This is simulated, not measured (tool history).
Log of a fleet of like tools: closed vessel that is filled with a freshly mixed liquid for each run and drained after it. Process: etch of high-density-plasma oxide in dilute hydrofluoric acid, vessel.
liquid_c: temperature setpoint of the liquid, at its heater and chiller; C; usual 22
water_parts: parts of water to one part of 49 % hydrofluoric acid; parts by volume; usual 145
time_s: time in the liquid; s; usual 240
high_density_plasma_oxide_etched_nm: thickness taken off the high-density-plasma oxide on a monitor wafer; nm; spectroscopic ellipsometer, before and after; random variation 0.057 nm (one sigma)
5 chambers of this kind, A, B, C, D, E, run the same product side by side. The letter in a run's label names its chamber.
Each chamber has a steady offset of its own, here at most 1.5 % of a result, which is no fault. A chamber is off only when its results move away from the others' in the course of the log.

run	day	liquid_c	water_parts	time_s	read-back film thickness of the high-density-plasma oxide reference wafer, read on the same gauge (nm)	high_density_plasma_oxide_etched_nm
1E	0.221	22	145	240	49.978	7.5827
2A	0.458	22	145	240	49.999	7.2344
3B	0.604	22	145	240	50.031	7.5473
4C	0.838	22	145	240	49.982	7.3798
# day 0.942: chamber B: hydrofluoric acid flow meter replaced
5D	1.017	22	145	240	49.981	7.4200
6A	1.221	22	145	240	49.986	7.3985
7E	1.471	22	80	340	49.960	20.7540
8C	1.583	22	80	340	49.989	20.7640
9B	1.767	22	80	340	49.955	20.5410
10D	1.875	22	80	340	50.006	20.1200
11B	2.062	22	80	340	50.009	20.6520
12D	2.192	22	145	240	50.007	7.4704
13E	2.429	22	145	240	50.015	7.6015
14A	2.604	22	145	240	49.947	7.3514
15C	2.767	22	145	240	49.980	7.2703
16C	3.017	22	145	240	49.993	7.4241
17D	3.262	22	145	240	49.982	7.6324
18B	3.446	22	145	240	49.979	7.4960
19E	3.692	22	145	240	49.992	7.4305
20A	3.812	22	145	240	50.008	7.3560
21E	3.975	24	145	240	49.979	8.2384
22D	4.154	24	145	240	50.007	8.2841
23B	4.388	24	145	240	50.010	8.0947
24A	4.521	24	145	240	49.954	7.9264
25C	4.679	24	145	240	49.982	7.9985
26B	4.925	22	145	285	50.030	8.8703
27E	5.033	22	145	285	49.999	9.0168
28D	5.158	22	145	285	50.038	9.1687
29A	5.292	22	145	285	49.983	8.7198
30C	5.412	22	145	285	49.997	8.7178
31D	5.638	22	145	240	50.022	7.8965
32B	5.888	22	145	240	50.009	7.4902
33E	6.067	22	145	240	49.981	7.5354
34C	6.292	22	145	240	50.012	7.3880
# day 6.321: chamber A: hydrofluoric acid flow meter replaced
35A	6.450	22	145	240	50.006	7.3413
36D	6.642	22	145	240	50.000	7.9959
37C	6.808	22	145	240	49.966	7.3929

What goes on in this fleet: one chamber off, a drifting gauge, or nothing beyond the chambers' own small offsets? Name the chamber and the cause, if any.

Chamber D drifts away from the others.
Cause: liquid hotter than its thermometer reads (K) = 1.94.
The log may not tell that from: hydrofluoric acid flow above the setpoint (%).

Here are 4 candidates for chamber D's next run, each the usual settings with a change, their results left as question marks. Which one brings its results back in line with what the others give on the usual settings?
In line means no further than this from the other chambers' mean on the usual settings: high_density_plasma_oxide_etched_nm 0.2000 nm
38D-1	6.988	22.5	145	240		?
38D-2	6.988	22.0	140	250		?
38D-3	6.988	22.0	145	235		?
38D-4	6.988	20.0	145	240		?

The other chambers' mean on the usual settings: high_density_plasma_oxide_etched_nm 7.4344 nm
run	high_density_plasma_oxide_etched_nm
38D-1	8.1832
38D-2	8.7024
38D-3	7.8578
38D-4	7.4175
38D-4 brings the chamber back in line.

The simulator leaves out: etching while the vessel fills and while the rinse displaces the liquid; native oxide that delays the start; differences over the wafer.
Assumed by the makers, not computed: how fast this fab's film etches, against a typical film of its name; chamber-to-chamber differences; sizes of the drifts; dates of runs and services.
